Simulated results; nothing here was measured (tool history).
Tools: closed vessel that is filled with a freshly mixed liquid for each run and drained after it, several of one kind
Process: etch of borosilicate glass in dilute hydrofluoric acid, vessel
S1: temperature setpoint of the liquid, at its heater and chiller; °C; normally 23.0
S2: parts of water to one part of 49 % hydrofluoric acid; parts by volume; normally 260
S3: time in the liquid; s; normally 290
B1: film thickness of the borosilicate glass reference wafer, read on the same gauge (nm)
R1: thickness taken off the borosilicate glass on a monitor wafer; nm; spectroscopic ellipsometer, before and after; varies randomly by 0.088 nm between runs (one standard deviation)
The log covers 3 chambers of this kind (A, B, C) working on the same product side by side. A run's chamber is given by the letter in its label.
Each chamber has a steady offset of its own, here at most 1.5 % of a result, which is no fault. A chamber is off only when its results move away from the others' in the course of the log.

run	hour	S1	S2	S3	B1	R1
1C	5.9	23.0	260	290	119.98	26.968
2B	11.0	23.0	260	290	120.02	26.958
3A	17.0	23.0	260	290	119.98	26.810
4A	22.0	23.0	260	290	120.00	26.967
5B	27.8	23.0	260	290	120.04	27.033
6C	34.1	23.0	260	290	119.97	26.929
7A	41.1	23.0	260	290	120.01	26.828
8C	44.8	23.0	260	290	120.00	27.046
9B	50.4	23.0	260	290	119.99	26.868
10A	54.1	19.5	260	210	120.00	17.014
11B	60.3	19.5	260	210	120.00	17.073
12C	64.0	19.5	260	210	120.00	17.162
13A	70.5	20.5	260	345	119.99	29.200
14C	76.1	20.5	260	345	120.00	29.420
15B	79.7	20.5	260	345	119.98	28.796
16B	84.5	23.0	260	290	119.99	26.466
17A	91.1	23.0	260	290	120.01	26.661
18C	97.9	23.0	260	290	120.03	27.143
19B	103.5	24.5	220	290	120.04	33.929
20A	110.6	24.5	220	290	120.00	34.971
21C	115.7	24.5	220	290	119.98	35.111
22A	122.4	23.0	260	290	119.98	26.782

Is one chamber out of step, is the gauge drifting, or do the chambers differ by no more than their own small offsets? For an off chamber, give its letter and the likeliest cause.

It is chamber B that slowly wanders off from its peers.
Most likely cause: liquid colder than its thermometer reads (K) = 1.16.
The log may not tell that from: hydrofluoric acid flow below the setpoint (%).

Below are 4 candidate recipes for chamber B's next run, each the usual settings with a change, their results shown as question marks. Which of them brings B's results back in line with what the other chambers give on the usual settings?
A result is in line if it is within this distance of the other chambers' mean on the usual settings: R1 0.310 nm
23B-1	127.5	23.0	265	285		?
23B-2	127.5	23.0	255	295		?
23B-3	127.5	23.0	260	295		?
23B-4	127.5	23.0	260	285		?

The mean the other chambers reach with the usual settings: R1 26.938 nm
run	R1
23B-1	24.915
23B-2	27.041
23B-3	26.404
23B-4	25.509
It is 23B-2 that realigns the chamber with its peers.
